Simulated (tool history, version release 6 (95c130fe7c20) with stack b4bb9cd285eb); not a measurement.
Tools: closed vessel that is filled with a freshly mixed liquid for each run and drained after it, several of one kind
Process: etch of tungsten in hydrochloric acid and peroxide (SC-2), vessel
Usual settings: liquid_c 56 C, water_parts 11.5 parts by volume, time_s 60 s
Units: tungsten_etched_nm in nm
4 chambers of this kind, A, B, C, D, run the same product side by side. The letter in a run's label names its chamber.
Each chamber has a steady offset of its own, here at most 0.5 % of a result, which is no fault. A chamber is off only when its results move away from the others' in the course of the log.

run   hour  liquid_c  water_parts  time_s  read-back film thickness of the tungsten reference wafer, read on the same gauge (nm)  tungsten_etched_nm
       5.1  -- chamber D: new drum of peroxide connected
 1B    8.4        56         11.5      60                                                                                 40.017              20.505
      14.6  -- chamber A: new drum of peroxide connected
 2D   15.0        56         11.5      60                                                                                 39.991              20.424
 3C   23.7        56         11.5      60                                                                                 39.995              20.493
 4A   32.5        56         11.5      60                                                                                 40.010              20.496
      34.8  -- chamber B: new drum of peroxide connected
 5B   39.2        56         16.0      60                                                                                 40.019              15.450
 6D   46.1        56         16.0      60                                                                                 39.979              15.607
 7C   54.9        56         16.0      60                                                                                 39.997              15.316
 8A   61.3        56         16.0      60                                                                                 39.982              15.404
 9C   69.1        56         11.5      60                                                                                 39.988              20.464
10B   77.4        56         11.5      60                                                                                 39.996              20.780
11A   83.6        56         11.5      60                                                                                 40.038              20.488
12D   93.4        56         11.5      60                                                                                 39.995              20.512
13D  100.8        56         11.5      60                                                                                 40.041              20.496
14B  109.4        56         11.5      60                                                                                 40.015              20.575
15A  117.7        56         11.5      60                                                                                 39.994              20.805
16C  123.1        56         11.5      60                                                                                 39.985              20.531
17B  129.2        56         11.5      60                                                                                 40.016              20.580
18A  136.8        56         11.5      60                                                                                 40.005              20.715
19D  141.8        56         11.5      60                                                                                 40.029              20.547
20C  151.9        56         11.5      60                                                                                 40.008              20.632
21B  162.1        56         11.5      60                                                                                 39.979              20.602
22D  168.6        56         11.5      60                                                                                 39.967              20.508
23A  176.5        56         11.5      60                                                                                 40.012              20.589
24C  184.9        56         11.5      60                                                                                 39.951              20.523
25A  193.6        56         11.5      60                                                                                 39.996              20.396
26C  203.7        56          7.5      60                                                                                 40.027              29.378
27B  209.4        56          7.5      60                                                                                 40.015              29.237
28D  219.8        56          7.5      60                                                                                 40.039              29.087
29A  229.0        56          7.5      60                                                                                 40.005              29.067
30C  234.5        56         11.5      60                                                                                 40.012              20.268
31D  242.7        56         11.5      60                                                                                 40.030              20.377
32B  251.6        56         11.5      60                                                                                 39.969              20.366

All 4 chambers run these settings next. Forecast each chamber's results:
33A  259.7        56         11.5      60                                                                                                          ?
33B  259.7        56         11.5      60                                                                                                          ?
33C  259.7        56         11.5      60                                                                                                          ?
33D  259.7        56         11.5      60                                                                                                          ?

run  tungsten_etched_nm
33A              20.482
33B              20.357
33C              20.474
33D              20.506

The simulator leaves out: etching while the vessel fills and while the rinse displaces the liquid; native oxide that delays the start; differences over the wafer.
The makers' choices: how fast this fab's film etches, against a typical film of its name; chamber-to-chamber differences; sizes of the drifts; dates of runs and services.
